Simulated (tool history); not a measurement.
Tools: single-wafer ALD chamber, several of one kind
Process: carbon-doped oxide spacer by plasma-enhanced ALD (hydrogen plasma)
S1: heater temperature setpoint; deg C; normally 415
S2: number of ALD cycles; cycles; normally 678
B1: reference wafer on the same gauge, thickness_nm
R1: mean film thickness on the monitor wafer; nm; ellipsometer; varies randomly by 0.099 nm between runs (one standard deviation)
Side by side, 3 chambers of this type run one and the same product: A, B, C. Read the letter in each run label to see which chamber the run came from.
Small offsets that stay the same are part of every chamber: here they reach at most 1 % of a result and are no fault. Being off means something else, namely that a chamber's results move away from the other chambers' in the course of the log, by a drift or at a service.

{"day": 0.079, "done": "chamber B: thermocouple changed; heater temperature recalibrated"}
{"run": "1C", "day": 0.262, "S1": 415, "S2": 678, "B1": 27.322, "R1": 32.588}
{"run": "2B", "day": 0.483, "S1": 415, "S2": 678, "B1": 27.293, "R1": 32.363}
{"run": "3A", "day": 0.796, "S1": 415, "S2": 678, "B1": 27.327, "R1": 32.454}
{"run": "4B", "day": 0.95, "S1": 415, "S2": 678, "B1": 27.291, "R1": 32.5}
{"run": "5A", "day": 1.271, "S1": 415, "S2": 678, "B1": 27.301, "R1": 32.75}
{"run": "6C", "day": 1.433, "S1": 415, "S2": 678, "B1": 27.302, "R1": 32.456}
{"run": "7A", "day": 1.621, "S1": 415, "S2": 678, "B1": 27.296, "R1": 32.464}
{"run": "8B", "day": 1.967, "S1": 415, "S2": 678, "B1": 27.323, "R1": 32.29}
{"run": "9C", "day": 2.258, "S1": 415, "S2": 678, "B1": 27.302, "R1": 32.55}
{"run": "10A", "day": 2.604, "S1": 408, "S2": 678, "B1": 27.285, "R1": 33.334}
{"run": "11B", "day": 2.8, "S1": 408, "S2": 678, "B1": 27.284, "R1": 33.304}
{"run": "12C", "day": 3.125, "S1": 408, "S2": 678, "B1": 27.293, "R1": 33.226}
{"run": "13B", "day": 3.333, "S1": 415, "S2": 678, "B1": 27.313, "R1": 32.354}
{"run": "14C", "day": 3.567, "S1": 415, "S2": 678, "B1": 27.302, "R1": 32.432}
{"run": "15A", "day": 3.904, "S1": 415, "S2": 678, "B1": 27.291, "R1": 32.65}
{"run": "16C", "day": 4.158, "S1": 420, "S2": 585, "B1": 27.294, "R1": 27.539}
{"run": "17A", "day": 4.488, "S1": 420, "S2": 585, "B1": 27.314, "R1": 27.744}
{"run": "18B", "day": 4.767, "S1": 420, "S2": 585, "B1": 27.299, "R1": 27.512}
{"run": "19C", "day": 4.962, "S1": 415, "S2": 678, "B1": 27.311, "R1": 32.485}
{"run": "20B", "day": 5.25, "S1": 415, "S2": 678, "B1": 27.302, "R1": 32.44}
{"run": "21A", "day": 5.417, "S1": 415, "S2": 678, "B1": 27.299, "R1": 32.419}
{"run": "22A", "day": 5.6, "S1": 415, "S2": 678, "B1": 27.301, "R1": 32.596}
{"run": "23B", "day": 5.85, "S1": 408, "S2": 678, "B1": 27.312, "R1": 33.139}
{"run": "24C", "day": 6.183, "S1": 408, "S2": 678, "B1": 27.281, "R1": 33.049}
{"run": "25A", "day": 6.529, "S1": 408, "S2": 678, "B1": 27.304, "R1": 33.456}
{"run": "26C", "day": 6.771, "S1": 415, "S2": 678, "B1": 27.29, "R1": 32.355}
{"run": "27B", "day": 6.967, "S1": 415, "S2": 678, "B1": 27.278, "R1": 32.266}
{"run": "28C", "day": 7.308, "S1": 415, "S2": 678, "B1": 27.309, "R1": 32.386}
{"run": "29A", "day": 7.654, "S1": 404, "S2": 738, "B1": 27.294, "R1": 36.683}
{"run": "30B", "day": 7.875, "S1": 404, "S2": 738, "B1": 27.304, "R1": 36.497}
{"run": "31B", "day": 8.088, "S1": 404, "S2": 738, "B1": 27.29, "R1": 36.429}
{"run": "32A", "day": 8.371, "S1": 415, "S2": 678, "B1": 27.296, "R1": 32.521}
{"run": "33C", "day": 8.567, "S1": 428, "S2": 565, "B1": 27.3, "R1": 26.032}

Next, every chamber runs the same settings. What will each give?
{"run": "34A", "day": 8.821, "S1": 415, "S2": 678, "R1": "?"}
{"run": "34B", "day": 8.821, "S1": 415, "S2": 678, "R1": "?"}
{"run": "34C", "day": 8.821, "S1": 415, "S2": 678, "R1": "?"}

run=34A R1=32.699
run=34B R1=32.467
run=34C R1=32.531
